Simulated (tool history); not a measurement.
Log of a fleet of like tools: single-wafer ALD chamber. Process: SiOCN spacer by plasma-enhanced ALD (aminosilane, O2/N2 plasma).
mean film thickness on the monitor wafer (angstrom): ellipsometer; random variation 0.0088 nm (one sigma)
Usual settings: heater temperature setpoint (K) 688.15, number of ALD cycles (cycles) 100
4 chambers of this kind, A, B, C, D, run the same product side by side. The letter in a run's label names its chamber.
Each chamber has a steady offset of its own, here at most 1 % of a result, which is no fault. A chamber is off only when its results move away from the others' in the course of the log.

run	hour	heater temperature setpoint (K)	number of ALD cycles (cycles)	read-back reference wafer on the same gauge, thickness_nm	mean film thickness on the monitor wafer (angstrom)
1D	10.5	688.15	100	5.9998	57.537
2C	24.2	688.15	100	5.9977	57.897
3A	31.7	688.15	100	5.996	57.996
4B	44.9	688.15	100	5.9943	57.962
5C	52.5	688.15	100	5.9966	57.93
6D	65.5	688.15	100	5.9928	57.477
7B	72	688.15	100	5.9936	57.842
8A	82.9	688.15	100	5.9915	58.027
# hour 90.2: chamber D: thermocouple changed; heater temperature recalibrated
9D	91	688.15	100	5.9908	57.19
10A	102.7	688.15	100	5.9917	57.91
11C	116.1	677.15	88	5.9878	52.93
12B	129.8	677.15	88	5.9867	52.678
13D	141.2	677.15	88	5.9853	52.109
14C	154.6	677.15	88	5.9818	52.829
15A	165.8	688.15	100	5.9832	57.907
16B	175.6	688.15	100	5.9802	57.718
# hour 180.1: chamber C: thermocouple changed; heater temperature recalibrated
17C	189.9	688.15	100	5.9825	57.83
18A	196.5	688.15	100	5.9783	57.916
19B	210.3	688.15	100	5.9786	57.867
20D	224.5	688.15	100	5.9759	57.248
21C	236.5	688.15	100	5.9761	57.832
22D	245.4	688.15	100	5.9746	57.195
# hour 254.3: chamber A: thermocouple changed; heater temperature recalibrated
23A	257.2	688.15	100	5.9716	57.721
24B	267.4	688.15	100	5.9713	57.533
25B	278.9	688.15	100	5.9712	57.588
26D	291.7	699.15	111	5.9686	61.169
27A	301.4	699.15	111	5.9647	61.85
28C	312.9	699.15	111	5.9665	61.943
29D	326	699.15	111	5.9629	61.154
30C	334.8	688.15	100	5.9644	57.605
31B	343.6	688.15	100	5.9637	57.569

Is one chamber off against the others, does the gauge drift, or is nothing wrong? If a chamber is off, say which, and what the likeliest cause is.

The gauge drifts, so all chambers seem to drift together. No chamber is off.
Cause: gauge reads low (%) = 0.63.
